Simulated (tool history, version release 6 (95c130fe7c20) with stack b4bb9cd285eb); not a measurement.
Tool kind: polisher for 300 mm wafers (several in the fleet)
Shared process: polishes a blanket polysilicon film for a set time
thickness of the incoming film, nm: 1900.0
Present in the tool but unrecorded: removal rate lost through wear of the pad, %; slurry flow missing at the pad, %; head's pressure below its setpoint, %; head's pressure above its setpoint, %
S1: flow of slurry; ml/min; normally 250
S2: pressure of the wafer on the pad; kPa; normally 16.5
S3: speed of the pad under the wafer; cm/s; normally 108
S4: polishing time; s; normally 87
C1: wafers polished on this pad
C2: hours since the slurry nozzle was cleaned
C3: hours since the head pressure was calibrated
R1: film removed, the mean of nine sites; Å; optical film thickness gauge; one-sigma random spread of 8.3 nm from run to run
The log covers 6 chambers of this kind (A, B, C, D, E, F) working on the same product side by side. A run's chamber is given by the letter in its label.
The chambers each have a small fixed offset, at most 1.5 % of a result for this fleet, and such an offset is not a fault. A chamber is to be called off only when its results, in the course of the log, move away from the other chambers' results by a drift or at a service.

run	hour	S1	S2	S3	S4	C1	C2	C3	R1
1B	5.2	250	16.5	108	87	631	535.9	79.6	5585.5
2F	12.3	250	16.5	108	87	330	144.5	778.8	5506.0
# hour 15.2: chamber A: worn pad replaced by a new one
# hour 15.8: chamber E: worn pad replaced by a new one
3E	20.7	250	16.5	108	87	65	228.5	391.3	5612.4
4A	26.5	250	16.5	108	87	150	759.1	193.3	5500.3
5C	31.1	210	13.8	108	87	565	328.2	677.5	4476.9
6D	37.7	210	13.8	108	87	621	483.9	321.1	4411.6
# hour 38.8: chamber F: worn pad replaced by a new one
# hour 43.8: chamber C: worn pad replaced by a new one
# hour 44.0: chamber D: worn pad replaced by a new one
7E	44.9	210	13.8	108	87	383	252.7	415.5	4474.1
8F	48.9	210	13.8	108	87	134	181.1	815.4	4478.9
9C	56.5	210	13.8	108	87	168	353.6	702.9	4509.9
10B	60.4	210	13.8	108	87	1358	591.1	134.8	4558.6
# hour 67.6: chamber E: worn pad replaced by a new one
11D	69.2	250	16.5	108	87	333	515.4	352.6	5340.0
12A	76.7	250	16.5	108	87	811	809.3	243.5	5352.0
# hour 84.8: chamber A: worn pad replaced by a new one
13A	85.6	250	16.5	108	87	11	818.2	252.4	5419.0
14C	90.6	250	16.5	108	87	617	387.7	737.0	5535.6
# hour 92.6: chamber F: worn pad replaced by a new one
# hour 92.6: chamber C: worn pad replaced by a new one
15F	96.0	250	16.5	108	87	45	228.2	862.5	5670.7
# hour 99.9: chamber A: slurry nozzle cleaned
16D	103.3	250	16.5	108	87	782	549.5	386.7	5573.2
17E	110.6	250	16.5	108	87	566	318.4	481.2	5670.7
# hour 113.9: chamber D: worn pad replaced by a new one
18B	116.3	250	16.5	108	87	2094	647.0	190.7	5556.7
# hour 119.7: chamber B: slurry nozzle cleaned
19A	122.4	250	16.5	108	87	495	22.5	289.2	5503.6
20B	128.4	250	16.5	108	87	2253	8.8	202.8	5691.1
# hour 131.5: chamber E: worn pad replaced by a new one
21E	132.7	250	16.5	108	87	16	340.5	503.3	5543.3
22C	137.5	250	16.5	108	87	591	434.6	783.9	5552.8
23D	144.2	250	16.5	108	87	399	590.4	427.6	5329.4
# hour 148.8: chamber F: worn pad replaced by a new one
24F	149.8	250	16.5	108	87	13	282.0	916.3	5556.9
# hour 154.4: chamber C: worn pad replaced by a new one
# hour 154.7: chamber A: worn pad replaced by a new one
25D	155.7	250	19.3	126	87	551	601.9	439.1	7390.8
26A	162.7	250	19.3	126	87	105	62.8	329.5	7543.4
# hour 166.9: chamber D: worn pad replaced by a new one
27E	166.9	250	19.3	126	87	466	374.7	537.5	7356.5
28B	172.9	250	19.3	126	87	2840	53.3	247.3	7273.9
29F	177.6	250	19.3	126	87	379	309.8	944.1	7767.2
30C	182.1	250	19.3	126	87	364	479.2	828.5	7397.9
# hour 185.3: chamber A: head pressure recalibrated
# hour 186.8: chamber E: worn pad replaced by a new one
31B	188.5	250	16.5	108	87	3045	68.9	262.9	5254.2
32C	197.1	250	16.5	108	87	562	494.2	843.5	5472.2
33E	201.9	250	16.5	108	87	199	409.7	572.5	5465.2
34F	206.0	250	16.5	108	74	753	338.2	972.5	4627.2
# hour 206.5: chamber C: worn pad replaced by a new one
# hour 208.5: chamber F: worn pad replaced by a new one
35D	214.6	250	16.5	108	74	628	660.8	498.0	4577.6
# hour 222.6: chamber A: worn pad replaced by a new one
36A	222.8	250	16.5	108	74	3	122.9	37.6	4717.4
37D	231.0	250	16.5	108	74	844	677.2	514.4	4608.3
38A	237.6	250	16.5	108	74	198	137.7	52.4	4712.4
39E	242.2	250	16.5	108	74	730	450.0	612.8	4652.8
40C	248.9	250	16.5	108	87	558	546.0	895.3	5472.0
41F	257.1	250	16.5	134	74	640	389.3	1023.6	5707.9
42B	264.5	250	16.5	134	74	4046	144.9	338.9	5385.5

The same settings go to every chamber for the next run, one line per chamber below. Forecast the results for each:
43A	270.9	250	14.5	108	87				?
43B	270.9	250	14.5	108	87				?
43C	270.9	250	14.5	108	87				?
43D	270.9	250	14.5	108	87				?
43E	270.9	250	14.5	108	87				?
43F	270.9	250	14.5	108	87				?

run	R1
43A	4972.6
43B	4439.9
43C	4882.7
43D	4721.5
43E	4857.6
43F	4875.3

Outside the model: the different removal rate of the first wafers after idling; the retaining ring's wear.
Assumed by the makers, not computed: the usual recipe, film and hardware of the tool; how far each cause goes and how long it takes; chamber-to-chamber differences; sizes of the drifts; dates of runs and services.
